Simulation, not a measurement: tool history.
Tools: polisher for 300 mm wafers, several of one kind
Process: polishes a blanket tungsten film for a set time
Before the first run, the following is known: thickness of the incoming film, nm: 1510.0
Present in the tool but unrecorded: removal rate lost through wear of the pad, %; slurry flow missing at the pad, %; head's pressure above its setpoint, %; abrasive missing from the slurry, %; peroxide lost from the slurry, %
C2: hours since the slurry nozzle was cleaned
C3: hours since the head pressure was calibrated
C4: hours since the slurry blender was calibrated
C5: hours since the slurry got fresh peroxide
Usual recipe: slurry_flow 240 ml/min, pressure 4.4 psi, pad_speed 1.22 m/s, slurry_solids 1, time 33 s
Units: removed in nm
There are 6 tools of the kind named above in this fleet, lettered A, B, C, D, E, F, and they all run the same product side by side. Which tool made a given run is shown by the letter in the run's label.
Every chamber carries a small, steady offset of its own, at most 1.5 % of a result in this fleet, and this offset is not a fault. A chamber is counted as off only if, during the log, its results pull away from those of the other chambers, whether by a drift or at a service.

-- day=0.192 chamber B: worn pad replaced by a new one
run 1A day=0.292 | slurry_flow=240 pressure=4.4 pad_speed=1.22 slurry_solids=1 time=33 | wafers_polished_on_this_pad=548 C2=515.5 C3=222.3 C4=44.5 C5=49.9 | removed=193.04
-- day=0.350 chamber D: worn pad replaced by a new one
-- day=0.492 chamber C: slurry nozzle cleaned
run 2B day=0.708 | slurry_flow=240 pressure=4.4 pad_speed=1.22 slurry_solids=1 time=33 | wafers_polished_on_this_pad=138 C2=598.3 C3=103.6 C4=35.6 C5=83.1 | removed=193.16
-- day=0.929 chamber B: slurry tank refilled with fresh slurry and peroxide
run 3D day=0.979 | slurry_flow=240 pressure=4.4 pad_speed=1.22 slurry_solids=1 time=33 | wafers_polished_on_this_pad=168 C2=448.5 C3=340.6 C4=286.1 C5=84.5 | removed=193.10
-- day=1.042 chamber A: worn pad replaced by a new one
-- day=1.100 chamber B: slurry nozzle cleaned
run 4C day=1.279 | slurry_flow=240 pressure=4.4 pad_speed=1.22 slurry_solids=1 time=33 | wafers_polished_on_this_pad=999 C2=19.0 C3=147.3 C4=111.1 C5=115.5 | removed=189.78
run 5F day=1.650 | slurry_flow=240 pressure=4.4 pad_speed=1.22 slurry_solids=1 time=33 | wafers_polished_on_this_pad=1109 C2=88.4 C3=325.1 C4=92.4 C5=111.9 | removed=191.47
-- day=1.688 chamber F: worn pad replaced by a new one
run 6E day=1.875 | slurry_flow=240 pressure=4.4 pad_speed=1.22 slurry_solids=1 time=33 | wafers_polished_on_this_pad=1570 C2=339.9 C3=160.8 C4=149.5 C5=82.1 | removed=193.29
-- day=1.996 chamber E: worn pad replaced by a new one
-- day=2.288 chamber A: head pressure recalibrated
-- day=2.292 chamber A: slurry blender recalibrated
run 7A day=2.296 | slurry_flow=240 pressure=4.4 pad_speed=1.22 slurry_solids=1 time=33 | wafers_polished_on_this_pad=335 C2=563.6 C3=0.2 C4=0.1 C5=98.0 | removed=193.03
-- day=2.454 chamber C: worn pad replaced by a new one
run 8B day=2.608 | slurry_flow=240 pressure=4.4 pad_speed=1.22 slurry_solids=1 time=33 | wafers_polished_on_this_pad=644 C2=36.2 C3=149.2 C4=81.2 C5=40.3 | removed=192.26
run 9E day=2.829 | slurry_flow=240 pressure=4.4 pad_speed=1.22 slurry_solids=1 time=33 | wafers_polished_on_this_pad=222 C2=362.8 C3=183.7 C4=172.4 C5=105.0 | removed=192.33
-- day=2.904 chamber E: slurry nozzle cleaned
-- day=2.933 chamber D: slurry tank refilled with fresh slurry and peroxide
-- day=3.008 chamber D: worn pad replaced by a new one
run 10C day=3.112 | slurry_flow=240 pressure=4.4 pad_speed=1.22 slurry_solids=1 time=33 | wafers_polished_on_this_pad=176 C2=63.0 C3=191.3 C4=155.1 C5=159.5 | removed=189.77
-- day=3.271 chamber A: worn pad replaced by a new one
run 11F day=3.521 | slurry_flow=240 pressure=4.4 pad_speed=1.22 slurry_solids=1 time=33 | wafers_polished_on_this_pad=488 C2=133.3 C3=370.0 C4=137.3 C5=156.8 | removed=195.23
-- day=3.738 chamber F: slurry tank refilled with fresh slurry and peroxide
run 12D day=3.762 | slurry_flow=240 pressure=4.4 pad_speed=1.22 slurry_solids=1 time=33 | wafers_polished_on_this_pad=201 C2=515.3 C3=407.4 C4=352.9 C5=20.0 | removed=191.31
run 13E day=4.150 | slurry_flow=240 pressure=4.4 pad_speed=1.22 slurry_solids=1 time=33 | wafers_polished_on_this_pad=574 C2=30.0 C3=215.4 C4=204.1 C5=136.7 | removed=190.03
-- day=4.179 chamber B: slurry blender recalibrated
-- day=4.321 chamber E: slurry tank refilled with fresh slurry and peroxide
-- day=4.350 chamber F: slurry blender recalibrated
run 14B day=4.367 | slurry_flow=240 pressure=4.4 pad_speed=1.22 slurry_solids=1 time=33 | wafers_polished_on_this_pad=1113 C2=78.4 C3=191.4 C4=4.6 C5=82.5 | removed=191.08
-- day=4.496 chamber A: slurry tank refilled with fresh slurry and peroxide
run 15A day=4.779 | slurry_flow=240 pressure=4.4 pad_speed=1.22 slurry_solids=1 time=33 | wafers_polished_on_this_pad=402 C2=623.2 C3=59.8 C4=59.7 C5=6.8 | removed=193.47
-- day=4.962 chamber D: slurry blender recalibrated
-- day=4.992 chamber B: slurry tank refilled with fresh slurry and peroxide
run 16C day=5.071 | slurry_flow=240 pressure=4.4 pad_speed=1.22 slurry_solids=1 time=33 | wafers_polished_on_this_pad=698 C2=110.0 C3=238.3 C4=202.1 C5=206.5 | removed=188.98
-- day=5.196 chamber B: worn pad replaced by a new one
run 17D day=5.283 | slurry_flow=240 pressure=4.4 pad_speed=1.22 slurry_solids=1 time=33 | wafers_polished_on_this_pad=606 C2=551.8 C3=443.9 C4=7.7 C5=56.5 | removed=189.43
run 18F day=5.583 | slurry_flow=240 pressure=4.4 pad_speed=1.22 slurry_solids=1 time=33 | wafers_polished_on_this_pad=1037 C2=182.8 C3=419.5 C4=29.6 C5=44.4 | removed=193.01
-- day=5.796 chamber D: worn pad replaced by a new one
run 19A day=5.829 | slurry_flow=240 pressure=4.4 pad_speed=1.22 slurry_solids=1 time=33 | wafers_polished_on_this_pad=681 C2=648.4 C3=85.0 C4=84.9 C5=32.0 | removed=194.52
-- day=6.050 chamber A: worn pad replaced by a new one
run 20F day=6.138 | slurry_flow=240 pressure=4.4 pad_speed=1.22 slurry_solids=1 time=33 | wafers_polished_on_this_pad=1185 C2=196.1 C3=432.8 C4=42.9 C5=57.7 | removed=192.35
-- day=6.300 chamber D: slurry nozzle cleaned
-- day=6.388 chamber C: worn pad replaced by a new one
run 21D day=6.404 | slurry_flow=240 pressure=4.4 pad_speed=1.22 slurry_solids=1 time=33 | wafers_polished_on_this_pad=162 C2=2.5 C3=470.8 C4=34.6 C5=83.4 | removed=192.14
-- day=6.775 chamber F: worn pad replaced by a new one
run 22B day=6.792 | slurry_flow=240 pressure=4.4 pad_speed=1.56 slurry_solids=1 time=33 | wafers_polished_on_this_pad=425 C2=136.6 C3=249.6 C4=62.8 C5=43.3 | removed=246.17
-- day=7.079 chamber A: slurry blender recalibrated
-- day=7.142 chamber E: worn pad replaced by a new one
run 23E day=7.167 | slurry_flow=240 pressure=4.4 pad_speed=1.56 slurry_solids=1 time=33 | wafers_polished_on_this_pad=6 C2=102.4 C3=287.8 C4=276.5 C5=68.4 | removed=239.81
run 24C day=7.575 | slurry_flow=240 pressure=4.4 pad_speed=1.56 slurry_solids=1 time=33 | wafers_polished_on_this_pad=316 C2=170.1 C3=298.4 C4=262.2 C5=266.6 | removed=237.91
run 25A day=7.921 | slurry_flow=240 pressure=4.4 pad_speed=1.56 slurry_solids=1 time=33 | wafers_polished_on_this_pad=498 C2=698.6 C3=135.2 C4=20.3 C5=82.2 | removed=249.56
-- day=7.979 chamber F: head pressure recalibrated
-- day=8.125 chamber D: worn pad replaced by a new one
-- day=8.254 chamber A: worn pad replaced by a new one
run 26D day=8.288 | slurry_flow=240 pressure=4.4 pad_speed=1.56 slurry_solids=1 time=33 | wafers_polished_on_this_pad=43 C2=47.7 C3=516.0 C4=79.8 C5=128.6 | removed=246.50
-- day=8.388 chamber B: slurry blender recalibrated
-- day=8.417 chamber D: slurry tank refilled with fresh slurry and peroxide
run 27F day=8.675 | slurry_flow=240 pressure=4.4 pad_speed=1.56 slurry_solids=1 time=33 | wafers_polished_on_this_pad=506 C2=257.0 C3=16.8 C4=103.8 C5=118.6 | removed=247.47
run 28B day=8.904 | slurry_flow=240 pressure=4.4 pad_speed=1.22 slurry_solids=1 time=33 | wafers_polished_on_this_pad=987 C2=187.3 C3=300.3 C4=12.5 C5=94.0 | removed=188.59
-- day=8.946 chamber B: slurry tank refilled with fresh slurry and peroxide
-- day=8.992 chamber E: slurry blender recalibrated
run 29C day=9.308 | slurry_flow=240 pressure=4.4 pad_speed=1.22 slurry_solids=1 time=33 | wafers_polished_on_this_pad=778 C2=211.7 C3=340.0 C4=303.8 C5=308.2 | removed=185.26
run 30E day=9.733 | slurry_flow=240 pressure=4.4 pad_speed=1.22 slurry_solids=1 time=33 | wafers_polished_on_this_pad=690 C2=164.0 C3=349.4 C4=17.8 C5=130.0 | removed=191.39
-- day=10.000 chamber B: worn pad replaced by a new one
run 31B day=10.033 | slurry_flow=240 pressure=4.4 pad_speed=1.22 slurry_solids=1 time=33 | wafers_polished_on_this_pad=9 C2=214.4 C3=327.4 C4=39.6 C5=26.2 | removed=189.57
-- day=10.079 chamber C: slurry nozzle cleaned
-- day=10.158 chamber F: slurry tank refilled with fresh slurry and peroxide
-- day=10.304 chamber C: worn pad replaced by a new one
run 32F day=10.304 | slurry_flow=240 pressure=4.4 pad_speed=1.22 slurry_solids=1 time=33 | wafers_polished_on_this_pad=940 C2=296.1 C3=55.9 C4=142.9 C5=3.5 | removed=192.50
run 33C day=10.538 | slurry_flow=240 pressure=4.4 pad_speed=1.22 slurry_solids=1 time=33 | wafers_polished_on_this_pad=62 C2=11.0 C3=369.5 C4=333.3 C5=337.7 | removed=183.28
-- day=10.775 chamber D: worn pad replaced by a new one
-- day=10.792 chamber E: slurry tank refilled with fresh slurry and peroxide
run 34E day=10.800 | slurry_flow=240 pressure=4.4 pad_speed=1.22 slurry_solids=1 time=33 | wafers_polished_on_this_pad=974 C2=189.6 C3=375.0 C4=43.4 C5=0.2 | removed=189.71
-- day=11.050 chamber A: worn pad replaced by a new one
-- day=11.092 chamber A: slurry blender recalibrated
-- day=11.133 chamber A: slurry tank refilled with fresh slurry and peroxide
run 35A day=11.200 | slurry_flow=240 pressure=4.4 pad_speed=1.22 slurry_solids=1 time=33 | wafers_polished_on_this_pad=40 C2=777.3 C3=213.9 C4=2.6 C5=1.7 | removed=192.66
run 36D day=11.583 | slurry_flow=240 pressure=4.4 pad_speed=1.22 slurry_solids=1 time=33 | wafers_polished_on_this_pad=216 C2=126.8 C3=595.1 C4=158.9 C5=76.0 | removed=188.44
run 37E day=11.892 | slurry_flow=240 pressure=4.4 pad_speed=1.22 slurry_solids=1 time=33 | wafers_polished_on_this_pad=1265 C2=215.8 C3=401.2 C4=69.6 C5=26.4 | removed=193.32
run 38D day=12.258 | slurry_flow=240 pressure=4.4 pad_speed=1.22 slurry_solids=1 time=33 | wafers_polished_on_this_pad=396 C2=143.0 C3=611.3 C4=175.1 C5=92.2 | removed=188.72
run 39A day=12.454 | slurry_flow=240 pressure=4.4 pad_speed=1.22 slurry_solids=1 time=33 | wafers_polished_on_this_pad=374 C2=807.4 C3=244.0 C4=32.7 C5=31.8 | removed=196.03

Is one chamber off against the others, does the gauge drift, or is nothing wrong? If a chamber is off, say which, and what the likeliest cause is.

Little by little, chamber C moves away from the other chambers.
What lies behind it: peroxide lost from the slurry, % = 10.9.
It could be hard to tell apart here from: head's pressure below its setpoint, %; abrasive missing from the slurry, %.

Below are 4 candidate recipes for chamber C's next run, each the usual settings with a change, their results shown as question marks. Which of them brings C's results back in line with what the other chambers give on the usual settings?
Allowed miss from the other chambers' usual-settings mean, per result, to count as in line: removed 4.40 nm
run 40C-1 day=12.758 | slurry_flow=240 pressure=4.6 pad_speed=1.22 slurry_solids=1 time=33 | removed=?
run 40C-2 day=12.758 | slurry_flow=240 pressure=4.4 pad_speed=1.24 slurry_solids=1 time=33 | removed=?
run 40C-3 day=12.758 | slurry_flow=240 pressure=4.4 pad_speed=1.20 slurry_solids=1 time=32 | removed=?
run 40C-4 day=12.758 | slurry_flow=240 pressure=4.4 pad_speed=1.20 slurry_solids=1 time=33 | removed=?

What the other chambers average on the usual settings: removed 192.02 nm
run=40C-1 removed=191.65
run=40C-2 removed=186.41
run=40C-3 removed=174.89
run=40C-4 removed=180.36
40C-1 is the one that brings the chamber's results back in line with the other chambers.
